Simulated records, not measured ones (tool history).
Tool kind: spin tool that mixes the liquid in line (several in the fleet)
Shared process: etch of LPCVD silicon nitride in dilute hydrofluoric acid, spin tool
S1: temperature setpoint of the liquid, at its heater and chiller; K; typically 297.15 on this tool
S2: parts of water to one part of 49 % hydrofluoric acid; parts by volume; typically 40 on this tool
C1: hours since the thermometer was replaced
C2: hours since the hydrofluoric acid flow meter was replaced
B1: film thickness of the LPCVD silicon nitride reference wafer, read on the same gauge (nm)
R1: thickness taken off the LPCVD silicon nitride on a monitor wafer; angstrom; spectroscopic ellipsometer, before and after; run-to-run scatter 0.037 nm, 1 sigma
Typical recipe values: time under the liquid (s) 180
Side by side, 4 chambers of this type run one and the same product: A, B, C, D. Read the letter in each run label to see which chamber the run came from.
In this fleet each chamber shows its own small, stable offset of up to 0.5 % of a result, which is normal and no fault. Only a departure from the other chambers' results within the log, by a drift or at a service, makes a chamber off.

At hour 1: chamber B: thermometer replaced.
Run 1D, hour 2.8: usual settings; C1 1375.1; C2 474; B1 39.998. Result: R1 24.768 angstrom.
Run 2B, hour 7: usual settings; C1 6.1; C2 313.8; B1 39.996. Result: R1 24.37 angstrom.
Run 3A, hour 11.2: usual settings; C1 627.9; C2 244.6; B1 40.007. Result: R1 23.238 angstrom.
Run 4C, hour 17.4: usual settings; C1 1699.2; C2 544.4; B1 40.006. Result: R1 23.545 angstrom.
Run 5A, hour 21.9: usual settings; C1 638.6; C2 255.3; B1 39.987. Result: R1 23.84 angstrom.
Run 6D, hour 28.1: usual settings; C1 1400.4; C2 499.3; B1 39.985. Result: R1 24.922 angstrom.
Run 7B, hour 30.8: usual settings; C1 29.9; C2 337.6; B1 39.993. Result: R1 23.829 angstrom.
Run 8C, hour 34.3: usual settings but S1 301.15 K, time under the liquid (s) 285; C1 1716.1; C2 561.3; B1 39.976. Result: R1 48.287 angstrom.
Run 9D, hour 39.9: usual settings but S1 301.15 K, time under the liquid (s) 285; C1 1412.2; C2 511.1; B1 39.998. Result: R1 50.958 angstrom.
Run 10B, hour 45.8: usual settings but S1 301.15 K, time under the liquid (s) 285; C1 44.9; C2 352.6; B1 39.992. Result: R1 49.849 angstrom.
Run 11A, hour 50.3: usual settings but S1 301.15 K, time under the liquid (s) 285; C1 667; C2 283.7; B1 40.013. Result: R1 50.852 angstrom.
Run 12C, hour 53.7: usual settings; C1 1735.5; C2 580.7; B1 39.976. Result: R1 24.601 angstrom.
Run 13D, hour 58.9: usual settings; C1 1431.2; C2 530.1; B1 40.018. Result: R1 24.186 angstrom.
Run 14B, hour 64.3: usual settings; C1 63.4; C2 371.1; B1 39.997. Result: R1 23.798 angstrom.
Run 15C, hour 68.6: usual settings; C1 1750.4; C2 595.6; B1 40.006. Result: R1 23.754 angstrom.
Run 16A, hour 71.8: usual settings; C1 688.5; C2 305.2; B1 39.992. Result: R1 25.223 angstrom.
Run 17D, hour 75.8: usual settings but time under the liquid (s) 285; C1 1448.1; C2 547; B1 40.01. Result: R1 38.454 angstrom.
Run 18C, hour 80.9: usual settings but time under the liquid (s) 285; C1 1762.7; C2 607.9; B1 39.994. Result: R1 37.646 angstrom.
Run 19B, hour 85.4: usual settings but time under the liquid (s) 285; C1 84.5; C2 392.2; B1 39.977. Result: R1 38.108 angstrom.
Run 20A, hour 90.5: usual settings but time under the liquid (s) 285; C1 707.2; C2 323.9; B1 39.995. Result: R1 40.592 angstrom.
Run 21A, hour 94.9: usual settings; C1 711.6; C2 328.3; B1 39.993. Result: R1 25.758 angstrom.
Run 22D, hour 98.5: usual settings; C1 1470.8; C2 569.7; B1 40.025. Result: R1 24.468 angstrom.
Run 23B, hour 101.7: usual settings; C1 100.8; C2 408.5; B1 39.989. Result: R1 23.859 angstrom.
Run 24C, hour 106.9: usual settings; C1 1788.7; C2 633.9; B1 39.975. Result: R1 24.312 angstrom.
Run 25A, hour 113: usual settings; C1 729.7; C2 346.4; B1 39.988. Result: R1 27.08 angstrom.
Run 26B, hour 115.7: usual settings; C1 114.8; C2 422.5; B1 40. Result: R1 24.143 angstrom.

Next, all 4 chambers run the settings below, one line each with question marks for the results. What does each chamber give?
Run 27A, hour 120.1: usual settings. Result: R1 ?.
Run 27B, hour 120.1: usual settings. Result: R1 ?.
Run 27C, hour 120.1: usual settings. Result: R1 ?.
Run 27D, hour 120.1: usual settings. Result: R1 ?.

run      R1
27A  27.986
27B  23.697
27C  23.875
27D  24.336
